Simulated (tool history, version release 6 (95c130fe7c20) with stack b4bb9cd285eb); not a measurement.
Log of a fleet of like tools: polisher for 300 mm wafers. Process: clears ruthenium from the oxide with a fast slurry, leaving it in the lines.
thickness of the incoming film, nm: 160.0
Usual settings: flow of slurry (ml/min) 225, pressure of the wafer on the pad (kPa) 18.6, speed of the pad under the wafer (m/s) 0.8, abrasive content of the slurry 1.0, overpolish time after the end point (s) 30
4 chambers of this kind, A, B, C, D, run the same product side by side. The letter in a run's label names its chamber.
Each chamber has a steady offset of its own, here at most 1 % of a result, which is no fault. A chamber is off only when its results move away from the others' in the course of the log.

run	hour	flow of slurry (ml/min)	pressure of the wafer on the pad (kPa)	speed of the pad under the wafer (m/s)	abrasive content of the slurry	overpolish time after the end point (s)	time until the end point was called (s)	dishing of a wide line in a test structure (Å)
# hour 2.7: chamber C: slurry blender recalibrated
# hour 9.4: chamber D: worn pad replaced by a new one
1D	10.4	225	18.6	0.8	1.0	30	44.822	741.04
# hour 13.2: chamber C: worn pad replaced by a new one
# hour 18.7: chamber A: worn pad replaced by a new one
2C	20.7	225	18.6	0.8	1.0	30	44.819	752.39
3A	29.8	225	18.6	0.8	1.0	30	45.209	734.06
4B	39.9	225	18.6	0.8	1.0	30	45.401	729.00
5A	46.3	225	16.5	0.8	1.0	30	50.944	690.00
6D	54.7	225	16.5	0.8	1.0	30	49.531	693.17
# hour 55.1: chamber A: head pressure recalibrated
# hour 62.8: chamber B: worn pad replaced by a new one
7C	65.9	225	16.5	0.8	1.0	30	50.602	653.04
8B	77.5	225	16.5	0.8	1.0	30	50.105	679.63
# hour 88.1: chamber C: worn pad replaced by a new one
9A	89.2	225	18.6	0.8	1.0	30	44.500	739.85
10D	100.2	225	18.6	0.8	1.0	30	45.952	730.34
# hour 102.6: chamber D: slurry nozzle cleaned
# hour 106.1: chamber D: worn pad replaced by a new one
11C	112.2	225	18.6	0.8	1.0	30	44.354	743.63
12B	120.6	225	18.6	0.8	1.0	30	44.455	732.99
13C	129.2	225	18.6	0.8	1.0	30	44.960	743.33
14A	136.9	225	18.6	0.8	0.9	14	47.340	367.87
15B	143.3	225	18.6	0.8	0.9	14	46.834	389.57
# hour 154.8: chamber B: worn pad replaced by a new one
# hour 155.2: chamber A: worn pad replaced by a new one
16D	156.6	225	18.6	0.8	0.9	14	47.734	385.43
# hour 157.4: chamber C: worn pad replaced by a new one
17B	168.5	225	18.6	0.8	0.9	14	47.595	388.45
18D	176.0	225	18.6	0.8	1.0	30	45.154	737.10
19C	188.6	225	18.6	0.8	1.0	30	44.109	731.53
# hour 193.7: chamber B: slurry blender recalibrated
20A	198.3	225	18.6	0.8	1.0	30	44.951	735.85
21A	209.8	225	18.6	0.8	1.0	30	44.843	720.66
# hour 215.1: chamber D: worn pad replaced by a new one
22C	221.3	225	18.6	0.8	1.0	30	44.508	758.32
# hour 232.2: chamber B: worn pad replaced by a new one
23D	234.5	225	18.6	0.8	1.0	30	44.865	741.77
# hour 234.9: chamber C: worn pad replaced by a new one
24B	245.8	225	18.6	0.8	1.0	30	44.246	746.90
# hour 246.3: chamber C: slurry blender recalibrated
# hour 250.4: chamber A: slurry nozzle cleaned
25C	255.5	225	18.6	0.8	1.0	30	44.311	764.08
26B	267.9	225	18.6	0.8	1.0	30	44.248	728.79
# hour 272.0: chamber D: head pressure recalibrated
27D	274.8	225	18.6	0.8	1.0	30	45.174	786.93
# hour 275.0: chamber C: slurry nozzle cleaned
# hour 285.6: chamber D: slurry blender recalibrated
28A	286.4	225	18.6	0.8	1.0	30	44.767	732.00
# hour 291.3: chamber A: worn pad replaced by a new one
29D	292.4	225	18.6	0.8	1.0	30	45.540	729.51
30A	299.9	225	18.6	0.8	1.0	30	45.317	773.39
# hour 302.2: chamber C: worn pad replaced by a new one
31C	311.3	225	18.6	0.8	1.0	14	44.166	387.45
32B	322.7	225	18.6	0.8	1.0	14	44.651	403.23
# hour 325.1: chamber D: worn pad replaced by a new one
# hour 327.3: chamber B: worn pad replaced by a new one
33C	330.6	225	18.6	0.8	1.0	14	44.101	392.27
34B	341.5	225	18.6	0.8	1.0	14	45.003	400.22
35D	348.5	225	18.6	0.8	1.0	30	44.568	766.10
36A	359.7	255	15.2	0.8	1.0	30	54.186	656.20

Is one chamber off against the others, does the gauge drift, or is nothing wrong? If a chamber is off, say which, and what the likeliest cause is.

No chamber stands off beyond its own small offset, and the gauge holds steady.

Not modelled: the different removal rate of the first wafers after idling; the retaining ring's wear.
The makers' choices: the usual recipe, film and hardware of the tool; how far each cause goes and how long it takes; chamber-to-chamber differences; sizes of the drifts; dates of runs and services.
